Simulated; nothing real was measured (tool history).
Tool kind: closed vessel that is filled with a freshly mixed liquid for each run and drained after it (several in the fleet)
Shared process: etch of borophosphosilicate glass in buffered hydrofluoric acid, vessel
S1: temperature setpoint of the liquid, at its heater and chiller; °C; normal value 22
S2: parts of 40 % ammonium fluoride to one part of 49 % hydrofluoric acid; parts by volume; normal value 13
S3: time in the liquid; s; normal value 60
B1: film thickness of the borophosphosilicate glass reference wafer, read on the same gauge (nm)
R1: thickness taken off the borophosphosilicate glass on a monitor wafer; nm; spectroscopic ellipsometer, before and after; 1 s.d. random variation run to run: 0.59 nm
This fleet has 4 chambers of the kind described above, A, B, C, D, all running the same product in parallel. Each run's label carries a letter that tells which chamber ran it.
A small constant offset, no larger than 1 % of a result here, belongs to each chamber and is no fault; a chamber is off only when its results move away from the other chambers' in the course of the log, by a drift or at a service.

Run 1D, day 0.421: usual settings; B1 119.95. Result: R1 59.582 nm.
Run 2A, day 0.829: usual settings; B1 119.97. Result: R1 59.222 nm.
Run 3C, day 1.308: usual settings; B1 120.02. Result: R1 59.315 nm.
Run 4B, day 1.771: usual settings; B1 119.95. Result: R1 59.794 nm.
Run 5B, day 2.267: usual settings; B1 120. Result: R1 60.825 nm.
Run 6D, day 2.862: usual settings; B1 120. Result: R1 61.232 nm.
Run 7C, day 3.171: usual settings but S2 15 parts by volume; B1 120.02. Result: R1 51.517 nm.
Run 8A, day 3.504: usual settings but S2 15 parts by volume; B1 120.02. Result: R1 51.081 nm.
Run 9C, day 3.821: usual settings but S2 15 parts by volume; B1 120.03. Result: R1 51.774 nm.
Run 10B, day 4.429: usual settings but S2 15 parts by volume; B1 119.99. Result: R1 51.245 nm.
Run 11A, day 4.796: usual settings; B1 120.01. Result: R1 59.061 nm.
Run 12D, day 5.321: usual settings; B1 119.99. Result: R1 60.19 nm.
At day 5.742: chamber B: thermometer replaced.
Run 13B, day 5.842: usual settings but S1 18 °C, S2 16.5 parts by volume; B1 119.99. Result: R1 38.004 nm.
Run 14D, day 6.471: usual settings but S1 18 °C, S2 16.5 parts by volume; B1 119.99. Result: R1 38.102 nm.
Run 15A, day 6.892: usual settings but S1 18 °C, S2 16.5 parts by volume; B1 119.98. Result: R1 37.288 nm.
Run 16C, day 7.175: usual settings but S1 18 °C, S2 16.5 parts by volume; B1 120.04. Result: R1 38.441 nm.
At day 7.504: chamber B: hydrofluoric acid flow meter replaced.
Run 17A, day 7.717: usual settings; B1 119.94. Result: R1 59.764 nm.
Run 18D, day 8.088: usual settings; B1 119.99. Result: R1 60.605 nm.
Run 19B, day 8.55: usual settings; B1 120.03. Result: R1 59.999 nm.
Run 20C, day 8.904: usual settings but S1 17.5 °C; B1 119.97. Result: R1 48.4 nm.
Run 21D, day 9.371: usual settings but S1 17.5 °C; B1 120.01. Result: R1 46.393 nm.
Run 22A, day 9.646: usual settings but S1 17.5 °C; B1 120.07. Result: R1 46.709 nm.
Run 23B, day 10.262: usual settings but S1 17.5 °C; B1 119.99. Result: R1 46.439 nm.
Run 24C, day 10.771: usual settings; B1 120.03. Result: R1 63.071 nm.
Run 25B, day 11.079: usual settings but S1 23.5 °C; B1 120.03. Result: R1 65.52 nm.
Run 26A, day 11.625: usual settings but S1 23.5 °C; B1 119.97. Result: R1 65.25 nm.
Run 27C, day 11.988: usual settings but S1 23.5 °C; B1 120.01. Result: R1 68.468 nm.
Run 28D, day 12.488: usual settings but S1 23.5 °C; B1 119.99. Result: R1 66.519 nm.
Run 29A, day 12.871: usual settings; B1 119.99. Result: R1 58.826 nm.
Run 30D, day 13.433: usual settings; B1 119.94. Result: R1 60.928 nm.
Run 31C, day 14.021: usual settings but S1 20 °C, S2 15.5 parts by volume; B1 120. Result: R1 48.441 nm.

Predict what each chamber gives when all 4 of them run the settings below next.
Run 32A, day 14.471: usual settings. Result: R1 ?.
Run 32B, day 14.471: usual settings. Result: R1 ?.
Run 32C, day 14.471: usual settings. Result: R1 ?.
Run 32D, day 14.471: usual settings. Result: R1 ?.

run      R1
32A  59.414
32B  59.746
32C  64.129
32D  60.649
